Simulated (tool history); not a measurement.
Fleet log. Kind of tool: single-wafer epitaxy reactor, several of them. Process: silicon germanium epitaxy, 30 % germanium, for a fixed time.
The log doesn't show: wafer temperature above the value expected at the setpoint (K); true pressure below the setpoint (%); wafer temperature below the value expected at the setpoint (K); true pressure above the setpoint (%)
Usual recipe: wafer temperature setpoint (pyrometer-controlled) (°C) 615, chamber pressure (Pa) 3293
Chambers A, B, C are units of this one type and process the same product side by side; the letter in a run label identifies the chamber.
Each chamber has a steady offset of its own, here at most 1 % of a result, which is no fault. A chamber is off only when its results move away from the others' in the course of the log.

| run | hour | wafer temperature setpoint (pyrometer-controlled) (°C) | chamber pressure (Pa) | hours since the last pyrometer calibration | hours since the last manometer calibration | read-back reference wafer on the same gauge, thickness_nm | mean film thickness on the monitor wafer (nm) |
|---|---|---|---|---|---|---|---|
| 1C | 6.5 | 615 | 3293 | 978.4 | 1343.1 | 86.798 | 83.101 |
| 2A | 12.4 | 615 | 3293 | 789 | 553.8 | 86.935 | 83.189 |
| 3B | 16.4 | 615 | 3293 | 842.8 | 1805.1 | 86.897 | 83.993 |
| 4B | 22 | 615 | 3293 | 848.4 | 1810.7 | 86.719 | 84.023 |
| 5C | 26.3 | 615 | 3293 | 998.2 | 1362.9 | 86.871 | 83.209 |
| 6A | 30.5 | 615 | 3293 | 807.1 | 571.9 | 86.717 | 83.154 |
| 7C | 36.8 | 615 | 3293 | 1008.7 | 1373.4 | 86.857 | 83.515 |
| 8B | 44.5 | 615 | 3293 | 870.9 | 1833.2 | 86.916 | 84.856 |
| 9A | 50 | 625 | 3293 | 826.6 | 591.4 | 86.711 | 99.864 |
| 10C | 57.2 | 625 | 3293 | 1029.1 | 1393.8 | 86.787 | 100.01 |
| 11A | 62.3 | 625 | 3293 | 838.9 | 603.7 | 86.819 | 99.361 |
| 12B | 68.4 | 615 | 3293 | 894.8 | 1857.1 | 86.903 | 84.466 |
| 13B | 74.2 | 626 | 2960 | 900.6 | 1862.9 | 86.854 | 97.206 |
| 14C | 78 | 626 | 2960 | 1049.9 | 1414.6 | 86.898 | 97.475 |
| 15A | 81.8 | 626 | 2960 | 858.4 | 623.2 | 86.85 | 96.751 |
| 16C | 88.3 | 615 | 2866 | 1060.2 | 1424.9 | 86.656 | 79.171 |
| 17B | 95.3 | 615 | 2866 | 921.7 | 1884 | 86.787 | 80.436 |
| 18A | 101.8 | 615 | 2866 | 878.4 | 643.2 | 86.879 | 80.096 |
| 19C | 105.3 | 615 | 3293 | 1077.2 | 1441.9 | 86.738 | 84.685 |
| 20B | 113 | 615 | 3293 | 939.4 | 1901.7 | 86.812 | 85.175 |
| 21A | 118 | 615 | 3293 | 894.6 | 659.4 | 86.812 | 84.269 |
| 22A | 121.9 | 615 | 3293 | 898.5 | 663.3 | 86.64 | 83.679 |
|  | 124.9 | chamber B: capacitance manometer re-zeroed and calibrated |
| 23B | 129.9 | 615 | 3293 | 956.3 | 5 | 86.838 | 87.268 |
| 24C | 137.5 | 615 | 3293 | 1109.4 | 1474.1 | 86.825 | 84.13 |
| 25A | 143.7 | 615 | 3293 | 920.3 | 685.1 | 86.743 | 82.907 |
| 26C | 147.8 | 608 | 3293 | 1119.7 | 1484.4 | 86.752 | 73.844 |
| 27B | 154.6 | 608 | 3293 | 981 | 29.7 | 86.815 | 77.786 |
| 28B | 158.8 | 608 | 3293 | 985.2 | 33.9 | 86.764 | 78.253 |
| 29C | 162.4 | 615 | 3293 | 1134.3 | 1499 | 86.751 | 82.986 |
| 30A | 166.5 | 615 | 3293 | 943.1 | 707.9 | 86.845 | 83.865 |
| 31C | 174.5 | 615 | 3293 | 1146.4 | 1511.1 | 86.759 | 84.628 |
| 32A | 178.1 | 621 | 2960 | 954.7 | 719.5 | 86.657 | 89.595 |
| 33B | 185.5 | 621 | 2960 | 1011.9 | 60.6 | 86.816 | 95.433 |
| 34B | 190.7 | 621 | 2960 | 1017.1 | 65.8 | 86.748 | 94.982 |

Has any chamber moved away from the others, gradually or after a service, or does the common gauge drift, or do the chambers differ only by their own small steady offsets? State the chamber and the most likely cause if one applies.

Little by little, chamber B moves away from the other chambers.
Cause: wafer temperature above the value expected at the setpoint (K) = 3.63.

Chamber B could run next with any of the 4 candidate recipes listed below; each alters the usual settings, and their results appear as question marks. Which one brings its results back in line with what the other chambers deliver on the usual settings?
Counts as in line when no further than this from what the other chambers average on the usual settings: mean film thickness on the monitor wafer (nm) 1.6
| 35B-1 | 196.4 | 622 | 3293 |  |  |  | ? |
| 35B-2 | 196.4 | 609 | 3160 |  |  |  | ? |
| 35B-3 | 196.4 | 619 | 3293 |  |  |  | ? |
| 35B-4 | 196.4 | 615 | 2706 |  |  |  | ? |

The mean the other chambers reach with the usual settings: mean film thickness on the monitor wafer (nm) 83.613
| run | mean film thickness on the monitor wafer (nm) |
|---|---|
| 35B-1 | 101.26 |
| 35B-2 | 79.615 |
| 35B-3 | 96.214 |
| 35B-4 | 83.09 |
35B-4 brings the chamber back in line.
